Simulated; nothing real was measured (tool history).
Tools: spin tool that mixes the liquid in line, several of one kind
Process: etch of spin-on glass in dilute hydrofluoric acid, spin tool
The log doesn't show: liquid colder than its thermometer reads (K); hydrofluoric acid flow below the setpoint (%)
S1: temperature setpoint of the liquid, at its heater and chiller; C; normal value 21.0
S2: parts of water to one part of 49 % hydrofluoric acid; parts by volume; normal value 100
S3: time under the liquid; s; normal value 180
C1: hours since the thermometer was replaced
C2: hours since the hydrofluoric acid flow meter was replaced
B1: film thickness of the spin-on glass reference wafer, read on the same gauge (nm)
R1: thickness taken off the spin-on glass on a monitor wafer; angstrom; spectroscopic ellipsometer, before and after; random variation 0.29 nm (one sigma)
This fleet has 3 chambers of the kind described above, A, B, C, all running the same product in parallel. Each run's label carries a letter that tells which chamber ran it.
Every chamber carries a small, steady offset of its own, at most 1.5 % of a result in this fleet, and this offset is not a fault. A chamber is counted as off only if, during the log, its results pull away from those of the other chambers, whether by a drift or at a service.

Run 1A, hour 9.0: usual settings; C1 1825.7; C2 310.4; B1 40.001. Result: R1 347.50 angstrom.
Run 2C, hour 19.3: usual settings; C1 57.1; C2 220.3; B1 40.014. Result: R1 353.01 angstrom.
Run 3B, hour 27.2: usual settings; C1 479.0; C2 470.8; B1 39.978. Result: R1 349.83 angstrom.
Run 4B, hour 35.4: usual settings; C1 487.2; C2 479.0; B1 39.974. Result: R1 347.07 angstrom.
Run 5A, hour 41.3: usual settings; C1 1858.0; C2 342.7; B1 40.013. Result: R1 350.58 angstrom.
Run 6C, hour 47.6: usual settings; C1 85.4; C2 248.6; B1 40.009. Result: R1 342.04 angstrom.
Run 7A, hour 56.2: usual settings but S2 75 parts by volume; C1 1872.9; C2 357.6; B1 40.018. Result: R1 481.28 angstrom.
Run 8C, hour 65.6: usual settings but S2 75 parts by volume; C1 103.4; C2 266.6; B1 39.961. Result: R1 478.31 angstrom.
Run 9B, hour 72.2: usual settings but S2 75 parts by volume; C1 524.0; C2 515.8; B1 39.957. Result: R1 476.72 angstrom.
Run 10B, hour 82.5: usual settings; C1 534.3; C2 526.1; B1 39.983. Result: R1 347.00 angstrom.
Run 11A, hour 91.3: usual settings; C1 1908.0; C2 392.7; B1 39.990. Result: R1 349.75 angstrom.
Run 12C, hour 100.3: usual settings; C1 138.1; C2 301.3; B1 40.016. Result: R1 342.50 angstrom.
Run 13B, hour 105.1: usual settings; C1 556.9; C2 548.7; B1 40.021. Result: R1 347.78 angstrom.
Run 14C, hour 115.0: usual settings; C1 152.8; C2 316.0; B1 39.983. Result: R1 339.81 angstrom.
Run 15A, hour 122.5: usual settings; C1 1939.2; C2 423.9; B1 39.981. Result: R1 355.77 angstrom.
Run 16B, hour 131.6: usual settings; C1 583.4; C2 575.2; B1 39.974. Result: R1 353.47 angstrom.
Run 17C, hour 140.2: usual settings; C1 178.0; C2 341.2; B1 39.995. Result: R1 341.04 angstrom.
Run 18A, hour 148.1: usual settings but S1 24.0 C, S3 145 s; C1 1964.8; C2 449.5; B1 39.971. Result: R1 315.76 angstrom.
Run 19B, hour 157.4: usual settings but S1 24.0 C, S3 145 s; C1 609.2; C2 601.0; B1 40.000. Result: R1 313.34 angstrom.
Run 20C, hour 168.0: usual settings but S1 24.0 C, S3 145 s; C1 205.8; C2 369.0; B1 40.003. Result: R1 301.65 angstrom.
Run 21A, hour 176.0: usual settings; C1 1992.7; C2 477.4; B1 39.965. Result: R1 354.74 angstrom.
Run 22A, hour 186.1: usual settings; C1 2002.8; C2 487.5; B1 40.001. Result: R1 350.29 angstrom.
Run 23C, hour 194.9: usual settings; C1 232.7; C2 395.9; B1 39.970. Result: R1 337.07 angstrom.
Run 24B, hour 205.3: usual settings; C1 657.1; C2 648.9; B1 40.015. Result: R1 349.90 angstrom.
Run 25A, hour 215.4: usual settings; C1 2032.1; C2 516.8; B1 40.009. Result: R1 350.90 angstrom.
Run 26B, hour 222.8: usual settings; C1 674.6; C2 666.4; B1 39.991. Result: R1 345.72 angstrom.
Run 27C, hour 227.9: usual settings; C1 265.7; C2 428.9; B1 39.993. Result: R1 329.76 angstrom.
Run 28A, hour 233.2: usual settings but S1 17.5 C, S2 75 parts by volume; C1 2049.9; C2 534.6; B1 40.001. Result: R1 420.60 angstrom.

One chamber off, gauge drift, or nothing amiss beyond the chambers' own small offsets? If it is a chamber, which one, and what is the likeliest cause?

One chamber, C, drifts off from the rest bit by bit.
Most likely cause: hydrofluoric acid flow below the setpoint (%) = 3.89.
The log might look much the same if the cause were instead: liquid colder than its thermometer reads (K).

Chamber C could run next with any of the 4 candidate recipes listed below; each alters the usual settings, and their results appear as question marks. Which one brings its results back in line with what the other chambers deliver on the usual settings?
In line means no further than this from the other chambers' mean on the usual settings: R1 10.00 angstrom
Run 29C-1, hour 240.9: usual settings but S2 95 parts by volume. Result: R1 ?.
Run 29C-2, hour 240.9: usual settings but S3 160 s. Result: R1 ?.
Run 29C-3, hour 240.9: usual settings but S2 90 parts by volume. Result: R1 ?.
Run 29C-4, hour 240.9: usual settings but S3 170 s. Result: R1 ?.

The other chambers' mean on the usual settings: R1 350.84 angstrom
  run      R1
29C-1  354.57
29C-2  297.48
29C-3  376.73
29C-4  316.07
29C-1 is the one that brings the chamber's results back in line with the other chambers.
